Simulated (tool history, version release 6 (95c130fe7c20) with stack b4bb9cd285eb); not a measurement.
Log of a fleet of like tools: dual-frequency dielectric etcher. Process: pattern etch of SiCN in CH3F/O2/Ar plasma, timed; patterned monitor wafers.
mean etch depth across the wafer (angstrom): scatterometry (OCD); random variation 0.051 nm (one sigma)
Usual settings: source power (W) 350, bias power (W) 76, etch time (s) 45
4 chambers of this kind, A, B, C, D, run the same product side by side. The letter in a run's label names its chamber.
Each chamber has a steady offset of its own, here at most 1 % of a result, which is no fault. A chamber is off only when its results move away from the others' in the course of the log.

run	hour	source power (W)	bias power (W)	etch time (s)	hours since the last wet clean	hours since the last source power generator calibration	hours since the last bias power generator calibration	read-back reference wafer on the same gauge, depth_nm	mean etch depth across the wafer (angstrom)
1A	7.4	350	76	45	283.2	1484.1	4141.1	18.587	164.07
2C	12.8	350	76	45	16.2	929.2	627.9	18.599	163.86
3B	18.6	350	76	45	325.7	1406	1039	18.603	163.87
4D	24.2	350	76	45	64.1	2444.9	2735.3	18.596	165.53
5B	29.8	350	76	45	336.9	1417.2	1050.2	18.597	163.9
6A	34.8	350	76	45	310.6	1511.5	4168.5	18.612	163.27
7C	40.7	350	76	45	44.1	957.1	655.8	18.594	164.49
8D	46.1	350	76	45	86	2466.8	2757.2	18.596	165.27
9B	50.4	350	76	45	357.5	1437.8	1070.8	18.612	164.39
10D	58.5	350	76	45	98.4	2479.2	2769.6	18.586	165.37
11C	62.9	300	61	45	66.3	979.3	678	18.592	143.18
12A	68.2	300	61	45	344	1544.9	4201.9	18.603	141.78
13B	72.3	300	61	45	379.4	1459.7	1092.7	18.601	144.23
14A	79.7	300	61	45	355.5	1556.4	4213.4	18.597	142
15C	87.8	350	60	54.5	91.2	1004.2	702.9	18.602	184.03
16D	91.5	350	60	54.5	131.4	2512.2	2802.6	18.6	185.23
17C	99.3	350	60	54.5	102.7	1015.7	714.4	18.61	184.04
# hour 99.4: chamber A: wet clean of the chamber
# hour 105.2: chamber A: bias power generator calibrated
18D	107.3	350	60	54.5	147.2	2528	2818.4	18.609	183.97
19B	115	350	76	45	422.1	1502.4	1135.4	18.594	165.38
20A	121.3	350	76	45	21.9	1598	16.2	18.601	162.76
21B	127.5	350	76	45	434.6	1514.9	1147.9	18.599	165.48
22A	135.6	350	76	45	36.2	1612.3	30.5	18.605	163.54
23C	142.3	350	76	45	145.7	1058.7	757.4	18.6	163.55
24D	148.9	350	76	45	188.8	2569.6	2860	18.604	164.49
25C	153.9	350	76	45	157.3	1070.3	769	18.595	163.95
26B	158.4	350	76	45	465.5	1545.8	1178.8	18.593	165.51
27D	163.7	350	76	45	203.6	2584.4	2874.8	18.603	164.34
28A	169	350	76	45	69.6	1645.7	63.9	18.603	163.76
29B	176.5	350	76	45	483.6	1563.9	1196.9	18.604	165.25
30A	184.8	350	76	45	85.4	1661.5	79.7	18.611	163.31
31D	190.2	350	76	45	230.1	2610.9	2901.3	18.607	164.98
32C	196.1	350	93	45	199.5	1112.5	811.2	18.588	176.8
# hour 202.9: chamber D: bias power generator calibrated
33A	204.2	350	93	45	104.8	1680.9	99.1	18.603	176
34D	212	350	93	45	251.9	2632.7	9.2	18.593	177.85
35B	218.8	350	93	45	525.9	1606.2	1239.2	18.601	180.29
36C	224.3	350	76	45	227.7	1140.7	839.4	18.591	163.37
37D	230.7	350	76	45	270.6	2651.4	27.9	18.597	165.46
38B	238.5	350	76	45	545.6	1625.9	1258.9	18.603	165.89
39C	244.7	350	76	45	248.1	1161.1	859.8	18.588	163.72
40A	249.9	350	76	45	150.5	1726.6	144.8	18.601	163.92
# hour 252.3: chamber B: wet clean of the chamber
41A	257.7	420	76	50	158.3	1734.4	152.6	18.612	193.78
42D	265.5	420	76	50	305.4	2686.2	62.7	18.608	197.06
43B	269.2	420	76	50	17	1656.6	1289.6	18.596	198.17

What goes on in this fleet: one chamber off, a drifting gauge, or nothing beyond the chambers' own small offsets? Name the chamber and the cause, if any.

Chamber B drifts away from the others.
Cause: bias power that arrives over what is set, % = 4.96.
The log may not tell that from: source power that arrives over what is set, %.

Here are 4 candidates for chamber B's next run, each the usual settings with a change, their results left as question marks. Which one brings its results back in line with what the others give on the usual settings?
In line means no further than this from the other chambers' mean on the usual settings: mean etch depth across the wafer (angstrom) 1.8
44B-1	275.2	340	74	45					?
44B-2	275.2	350	76	46					?
44B-3	275.2	350	76	43.5					?
44B-4	275.2	350	77	46.5					?

The other chambers' mean on the usual settings: mean etch depth across the wafer (angstrom) 163.98
run	mean etch depth across the wafer (angstrom)
44B-1	163.38
44B-2	170.42
44B-3	161.16
44B-4	173.09
44B-1 brings the chamber back in line.

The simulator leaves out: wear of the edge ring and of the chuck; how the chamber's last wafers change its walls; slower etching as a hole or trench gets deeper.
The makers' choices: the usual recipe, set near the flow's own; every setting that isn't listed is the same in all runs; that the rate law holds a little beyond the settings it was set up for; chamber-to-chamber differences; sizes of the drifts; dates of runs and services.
